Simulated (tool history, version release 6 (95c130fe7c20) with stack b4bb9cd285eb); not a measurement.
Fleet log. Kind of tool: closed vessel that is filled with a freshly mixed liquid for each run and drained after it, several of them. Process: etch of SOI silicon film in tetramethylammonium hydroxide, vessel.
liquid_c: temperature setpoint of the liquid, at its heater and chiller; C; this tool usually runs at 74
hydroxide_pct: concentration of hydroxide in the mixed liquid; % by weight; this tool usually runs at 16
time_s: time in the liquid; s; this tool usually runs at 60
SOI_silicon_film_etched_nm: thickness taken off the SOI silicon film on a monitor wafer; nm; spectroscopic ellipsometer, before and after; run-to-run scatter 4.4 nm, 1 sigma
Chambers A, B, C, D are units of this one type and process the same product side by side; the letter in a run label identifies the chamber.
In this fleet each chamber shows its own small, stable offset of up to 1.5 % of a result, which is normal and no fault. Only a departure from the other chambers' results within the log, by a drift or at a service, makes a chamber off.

run   hour  liquid_c  hydroxide_pct  time_s  hours since the thermometer was replaced  hours since the hydroxide flow meter was replaced  read-back film thickness of the SOI silicon film reference wafer, read on the same gauge (nm)  SOI_silicon_film_etched_nm
 1B   10.7        74             16      60                                      1092                                             1526.7                                                                                         89.995                       441.1
 2C   18.8        74             16      60                                    2367.7                                             1143.9                                                                                         89.987                      438.52
      20.3  -- chamber C: thermometer replaced
 3D   29.6        74             16      60                                     403.4                                              217.9                                                                                         90.011                      445.15
 4A   40.7        74             16      60                                       846                                             1023.4                                                                                         90.005                      444.08
 5A     56        74             16      60                                     861.3                                             1038.7                                                                                          89.98                      452.58
 6D   65.4        74             16      60                                     439.2                                              253.7                                                                                         89.985                      449.75
 7B   76.1        74             13      90                                    1157.4                                             1592.1                                                                                         90.009                      732.52
 8C   87.5        74             13      90                                      67.2                                             1212.6                                                                                          90.01                      727.36
 9B  103.1        74             13      90                                    1184.4                                             1619.1                                                                                         90.006                      721.73
10A  116.2        74             13      90                                     921.5                                             1098.9                                                                                             90                      740.71
11D  129.8        74             16      60                                     503.6                                              318.1                                                                                         89.971                      450.66
12C  137.1        74             16      60                                     116.8                                             1262.2                                                                                         89.979                      446.17
13A    145        74             16      60                                     950.3                                             1127.7                                                                                         89.998                      454.93
14B  158.5        74             16      60                                    1239.8                                             1674.5                                                                                         89.966                      447.07
15D  174.4        74             16      60                                     548.2                                              362.7                                                                                         89.987                      443.96
16C  186.3        69             16      90                                       166                                             1311.4                                                                                         90.019                      497.62
17B    197        69             16      90                                    1278.3                                               1713                                                                                         89.977                      497.19
18D  207.5        69             16      90                                     581.3                                              395.8                                                                                         89.992                         482
19C  221.9        69             16      90                                     201.6                                               1347                                                                                          89.98                      496.04
20A  238.4        74             16      60                                    1043.7                                             1221.1                                                                                         90.018                      443.46
21B  254.6        74             16      60                                    1335.9                                             1770.6                                                                                          90.01                      452.96
22C  262.5        74             16      60                                     242.2                                             1387.6                                                                                         90.006                       442.2
23A  274.3      67.5           13.5      60                                    1079.6                                               1257                                                                                         90.015                      334.16
24D  288.6      67.5           13.5      60                                     662.4                                              476.9                                                                                         89.998                      307.35
25D  300.3      67.5           13.5      60                                     674.1                                              488.6                                                                                         89.983                      302.81
26B  312.5      67.5           13.5      60                                    1393.8                                             1828.5                                                                                         89.991                      327.14
27A  325.2        74             16      60                                    1130.5                                             1307.9                                                                                         89.981                      453.39
28C  334.8        74             16      60                                     314.5                                             1459.9                                                                                         90.007                      435.24
29B  342.5        74             16      60                                    1423.8                                             1858.5                                                                                         90.009                      456.01
30C  355.1        74             16      60                                     334.8                                             1480.2                                                                                         89.986                      442.17
31A  370.2        74             16      60                                    1175.5                                             1352.9                                                                                         89.958                      450.73
32D  384.1        74             16      60                                     757.9                                              572.4                                                                                         90.003                      407.02
33D  395.3      80.5             16      60                                     769.1                                              583.6                                                                                         89.991                       589.6
34A  410.5      80.5             16      60                                    1215.8                                             1393.2                                                                                         89.997                      636.99
35B  418.2      80.5             16      60                                    1499.5                                             1934.2                                                                                         89.991                      639.72
36C  426.8      80.5             16      60                                     406.5                                             1551.9                                                                                         89.983                      643.73
37B  438.2      67.5             16      60                                    1519.5                                             1954.2                                                                                         90.008                      306.85
38D  448.6      67.5             16      60                                     822.4                                              636.9                                                                                         90.033                      273.77
39C  457.4      67.5             16      60                                     437.1                                             1582.5                                                                                         90.017                      298.39
40A  465.9      67.5             16      60                                    1271.2                                             1448.6                                                                                         90.009                      302.94

Predict what each chamber gives when all 4 of them run the settings below next.
41A  477.7        74             16      60                                                                                                                                                                                                                       ?
41B  477.7        74             16      60                                                                                                                                                                                                                       ?
41C  477.7        74             16      60                                                                                                                                                                                                                       ?
41D  477.7        74             16      60                                                                                                                                                                                                                       ?

run  SOI_silicon_film_etched_nm
41A                      445.13
41B                      450.06
41C                      443.02
41D                      392.87

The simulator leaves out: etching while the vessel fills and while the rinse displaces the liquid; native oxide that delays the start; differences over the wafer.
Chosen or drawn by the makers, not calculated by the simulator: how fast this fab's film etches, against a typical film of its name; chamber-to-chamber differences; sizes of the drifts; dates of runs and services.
